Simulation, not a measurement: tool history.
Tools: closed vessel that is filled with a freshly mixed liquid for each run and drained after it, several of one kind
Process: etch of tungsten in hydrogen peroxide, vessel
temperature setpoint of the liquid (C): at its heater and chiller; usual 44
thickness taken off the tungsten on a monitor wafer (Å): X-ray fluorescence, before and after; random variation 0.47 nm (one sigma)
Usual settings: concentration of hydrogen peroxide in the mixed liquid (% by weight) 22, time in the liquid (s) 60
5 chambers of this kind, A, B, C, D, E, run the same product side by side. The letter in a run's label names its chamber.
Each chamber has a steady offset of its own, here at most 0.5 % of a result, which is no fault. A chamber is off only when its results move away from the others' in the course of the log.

run   hour  temperature setpoint of the liquid (C)  concentration of hydrogen peroxide in the mixed liquid (% by weight)  time in the liquid (s)  hours since the thermometer was replaced  hours since the peroxide flow meter was replaced  hours since the drum of peroxide was connected  read-back film thickness of the tungsten reference wafer, read on the same gauge (nm)  thickness taken off the tungsten on a monitor wafer (Å)
 1E    4.5                                      44                                                                    22                      60                                     395.4                                            1465.8                                             425                                                                                 89.971                                                   653.15
 2D    6.7                                      44                                                                    22                      60                                     702.9                                             227.1                                           201.3                                                                                 90.047                                                   652.46
 3A   11.1                                      44                                                                    22                      60                                    1048.2                                             174.1                                           596.8                                                                                 89.982                                                   651.32
 4B   14.1                                      44                                                                    22                      60                                     104.3                                              80.3                                            23.4                                                                                 90.016                                                   649.65
 5C   18.7                                      44                                                                    22                      60                                     652.8                                             140.2                                           668.4                                                                                 89.989                                                      650
      22.5  -- chamber C: new drum of peroxide connected
 6D   23.1                                      44                                                                    22                      60                                     719.3                                             243.5                                           217.7                                                                                  90.03                                                   653.26
 7A   25.5                                      52                                                                  17.5                      60                                    1062.6                                             188.5                                           611.2                                                                                 89.979                                                   964.56
 8E     30                                      52                                                                  17.5                      60                                     420.9                                            1491.3                                           450.5                                                                                 90.006                                                   963.92
 9C     34                                      52                                                                  17.5                      60                                     668.1                                             155.5                                            11.5                                                                                 90.016                                                   952.11
10B   37.9                                      52                                                                  17.5                      60                                     128.1                                             104.1                                            47.2                                                                                 90.004                                                   950.99
11E   40.2                                      52                                                                  17.5                      60                                     431.1                                            1501.5                                           460.7                                                                                 90.023                                                   958.69
12D   44.9                                      44                                                                    22                      30                                     741.1                                             265.3                                           239.5                                                                                 89.984                                                   324.27
13B   49.2                                      44                                                                    22                      30                                     139.4                                             115.4                                            58.5                                                                                 89.974                                                   326.36
14C   52.2                                      44                                                                    22                      30                                     686.3                                             173.7                                            29.7                                                                                 90.015                                                   321.15
15A   56.2                                      44                                                                    22                      30                                    1093.3                                             219.2                                           641.9                                                                                 89.979                                                   326.24
16D   60.3                                      44                                                                    22                      30                                     756.5                                             280.7                                           254.9                                                                                 90.051                                                   327.85
17B   63.5                                      44                                                                    22                      60                                     153.7                                             129.7                                            72.8                                                                                 90.033                                                   643.91
      66.4  -- chamber E: new drum of peroxide connected
18A   67.7                                      44                                                                    22                      85                                    1104.8                                             230.7                                           653.4                                                                                 89.959                                                    923.8
19E   70.1                                      44                                                                    22                      85                                       461                                            1531.4                                             3.7                                                                                 90.055                                                      919
20C   74.1                                      44                                                                    22                      85                                     708.2                                             195.6                                            51.6                                                                                 89.999                                                   915.95
21C   78.7                                      44                                                                    22                      85                                     712.8                                             200.2                                            56.2                                                                                  89.98                                                   910.75
22D   82.7                                      44                                                                    22                      85                                     778.9                                             303.1                                           277.3                                                                                 89.977                                                   935.67
23A   85.6                                      44                                                                    22                      60                                    1122.7                                             248.6                                           671.3                                                                                  89.98                                                   652.13
24B     88                                      44                                                                    22                      60                                     178.2                                             154.2                                            97.3                                                                                 89.971                                                   651.59
25E   91.2                                      44                                                                    22                      60                                     482.1                                            1552.5                                            24.8                                                                                 89.959                                                   645.85
26D   95.9                                      44                                                                    22                      60                                     792.1                                             316.3                                           290.5                                                                                 90.041                                                   668.98
27E   98.1                                      44                                                                    22                      60                                       489                                            1559.4                                            31.7                                                                                 90.027                                                   654.76
28C  101.6                                      44                                                                    22                      60                                     735.7                                             223.1                                            79.1                                                                                 89.945                                                   649.48
29A  105.6                                      44                                                                    22                      60                                    1142.7                                             268.6                                           691.3                                                                                 89.973                                                   649.59
30B    108                                      44                                                                    22                      60                                     198.2                                             174.2                                           117.3                                                                                 89.977                                                   649.48
31D  110.7                                      44                                                                    22                      60                                     806.9                                             331.1                                           305.3                                                                                 89.971                                                   668.84
     112.4  -- chamber A: new drum of peroxide connected
32B  115.3                                      44                                                                    22                      60                                     205.5                                             181.5                                           124.6                                                                                 89.983                                                    650.2
33C  118.1                                      44                                                                    22                      60                                     752.2                                             239.6                                            95.6                                                                                  90.03                                                    640.5
34E  120.2                                      44                                                                    22                      60                                     511.1                                            1581.5                                            53.8                                                                                 90.002                                                   644.55
35A  123.4                                    52.5                                                                    22                      45                                    1160.5                                             286.4                                            11.1                                                                                 90.016                                                   813.13
36B  127.5                                    52.5                                                                    22                      45                                     217.7                                             193.7                                           136.8                                                                                 90.028                                                   830.36
37D  129.8                                    52.5                                                                    22                      45                                       826                                             350.2                                           324.4                                                                                  89.96                                                   851.82
38C  133.2                                    52.5                                                                    22                      45                                     767.3                                             254.7                                           110.7                                                                                 90.016                                                   819.37
39E  136.8                                    52.5                                                                    22                      45                                     527.7                                            1598.1                                            70.4                                                                                 90.002                                                   828.53
40A  139.9                                      44                                                                    22                      60                                      1177                                             302.9                                            27.6                                                                                 89.982                                                   655.22
41C  143.3                                      44                                                                    22                      60                                     777.4                                             264.8                                           120.8                                                                                 90.035                                                    642.3

Is one chamber off against the others, does the gauge drift, or is nothing wrong? If a chamber is off, say which, and what the likeliest cause is.

Chamber D drifts away from the others.
Cause: peroxide flow above the setpoint (%) = 8.07.
The log may not tell that from: liquid hotter than its thermometer reads (K).

Here are 4 candidates for chamber D's next run, each the usual settings with a change, their results left as question marks. Which one brings its results back in line with what the others give on the usual settings?
In line means no further than this from the other chambers' mean on the usual settings: thickness taken off the tungsten on a monitor wafer (Å) 16
42D-1  146.7                                      44                                                                    22                      65                                                                                                                                                                                                                                                                                           ?
42D-2  146.7                                    44.5                                                                    22                      60                                                                                                                                                                                                                                                                                           ?
42D-3  146.7                                      44                                                                    22                      55                                                                                                                                                                                                                                                                                           ?
42D-4  146.7                                    43.5                                                                    22                      60                                                                                                                                                                                                                                                                                           ?

The other chambers' mean on the usual settings: thickness taken off the tungsten on a monitor wafer (Å) 648.23
  run  thickness taken off the tungsten on a monitor wafer (Å)
42D-1                                                    732.2
42D-2                                                   697.63
42D-3                                                   619.55
42D-4                                                   654.74
42D-4 brings the chamber back in line.
